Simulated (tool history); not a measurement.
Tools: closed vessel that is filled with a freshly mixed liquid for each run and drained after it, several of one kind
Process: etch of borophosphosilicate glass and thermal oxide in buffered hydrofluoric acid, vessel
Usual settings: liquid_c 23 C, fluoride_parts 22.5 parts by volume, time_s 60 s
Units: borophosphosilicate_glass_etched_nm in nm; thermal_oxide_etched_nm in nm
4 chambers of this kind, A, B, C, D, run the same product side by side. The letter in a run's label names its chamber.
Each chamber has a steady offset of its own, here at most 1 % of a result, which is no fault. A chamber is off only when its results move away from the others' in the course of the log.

run   hour  liquid_c  fluoride_parts  time_s  read-back film thickness of the borophosphosilicate glass reference wafer, read on the same gauge (nm)  read-back film thickness of the thermal oxide reference wafer, read on the same gauge (nm)  borophosphosilicate_glass_etched_nm  thermal_oxide_etched_nm
 1B    4.6        23            22.5      60                                                                                                  140.02                                                                                      29.993                               43.096                   30.317
 2A    9.2        23            22.5      60                                                                                                  140.00                                                                                      29.981                               43.363                   29.654
 3C   16.8        23            22.5      60                                                                                                  140.04                                                                                      30.004                               43.447                   30.251
 4D   23.2        23            22.5      60                                                                                                  139.99                                                                                      29.994                               43.569                   30.590
 5A   29.4        23            22.5      60                                                                                                  139.98                                                                                      29.977                               43.352                   29.930
 6B   36.5        23            22.5      60                                                                                                  139.99                                                                                      29.994                               42.897                   30.520
 7C   42.4        23            22.5      60                                                                                                  139.96                                                                                      29.981                               43.433                   30.082
 8D   47.4        23            22.5      60                                                                                                  140.01                                                                                      29.960                               43.296                   30.388
 9D   55.0        27            26.0      60                                                                                                  140.00                                                                                      29.992                               48.816                   33.969
10B   61.8        27            26.0      60                                                                                                  140.01                                                                                      30.001                               48.336                   34.355
11A   66.5        27            26.0      60                                                                                                  140.00                                                                                      29.944                               48.435                   33.458
12C   74.6        27            26.0      60                                                                                                  139.99                                                                                      30.006                               48.888                   34.020
13A   79.3        23            22.5      60                                                                                                  139.98                                                                                      29.987                               43.360                   30.086
14D   85.0        23            28.0      60                                                                                                  140.02                                                                                      29.973                               37.584                   25.887
      86.6  -- chamber C: thermometer replaced
15B   91.0        23            28.0      60                                                                                                  139.98                                                                                      30.038                               37.009                   26.193
16C   99.4        23            28.0      60                                                                                                  139.98                                                                                      29.987                               37.556                   26.686
17C  106.2        23            28.0      60                                                                                                  140.01                                                                                      29.960                               37.684                   26.317
18A  112.8        23            22.5      60                                                                                                  140.00                                                                                      30.026                               43.468                   30.377
19B  117.6        23            22.5      60                                                                                                  140.00                                                                                      29.919                               42.930                   29.991
20D  123.9        23            22.5      60                                                                                                  140.02                                                                                      30.017                               43.317                   30.128
21A  131.3        23            22.5      60                                                                                                  140.02                                                                                      29.978                               43.271                   29.628
22D  136.4        23            22.5      60                                                                                                  139.99                                                                                      30.034                               43.454                   30.487
23C  143.0        23            22.5      60                                                                                                  139.97                                                                                      30.004                               44.338                   30.813
24B  149.0        23            22.5      60                                                                                                  139.98                                                                                      29.981                               43.106                   30.609
25B  157.1        23            22.5      60                                                                                                  139.95                                                                                      29.984                               42.953                   30.260
26D  165.0        23            15.0      35                                                                                                  139.99                                                                                      30.005                               36.297                   25.438
27C  169.6        23            15.0      35                                                                                                  140.01                                                                                      29.996                               37.479                   25.788
28A  176.7        23            15.0      35                                                                                                  139.99                                                                                      30.023                               36.807                   25.423
     178.8  -- chamber B: hydrofluoric acid flow meter replaced
29A  184.5        23            15.0      35                                                                                                  140.05                                                                                      29.981                               36.535                   25.838
30C  188.4        23            22.5      60                                                                                                  139.97                                                                                      29.960                               44.715                   31.304
     188.7  -- chamber D: hydrofluoric acid flow meter replaced
31B  194.2        23            22.5      60                                                                                                  139.97                                                                                      30.015                               43.028                   29.824
32D  198.9        23            22.5      60                                                                                                  140.02                                                                                      30.037                               43.714                   30.624

All 4 chambers run these settings next. Forecast each chamber's results:
33A  204.9        23            22.5      60                                                                                                                                                                                                                                        ?                        ?
33B  204.9        23            22.5      60                                                                                                                                                                                                                                        ?                        ?
33C  204.9        23            22.5      60                                                                                                                                                                                                                                        ?                        ?
33D  204.9        23            22.5      60                                                                                                                                                                                                                                        ?                        ?

run  borophosphosilicate_glass_etched_nm  thermal_oxide_etched_nm
33A                               43.255                   30.086
33B                               43.219                   30.536
33C                               44.645                   31.453
33D                               43.354                   30.188

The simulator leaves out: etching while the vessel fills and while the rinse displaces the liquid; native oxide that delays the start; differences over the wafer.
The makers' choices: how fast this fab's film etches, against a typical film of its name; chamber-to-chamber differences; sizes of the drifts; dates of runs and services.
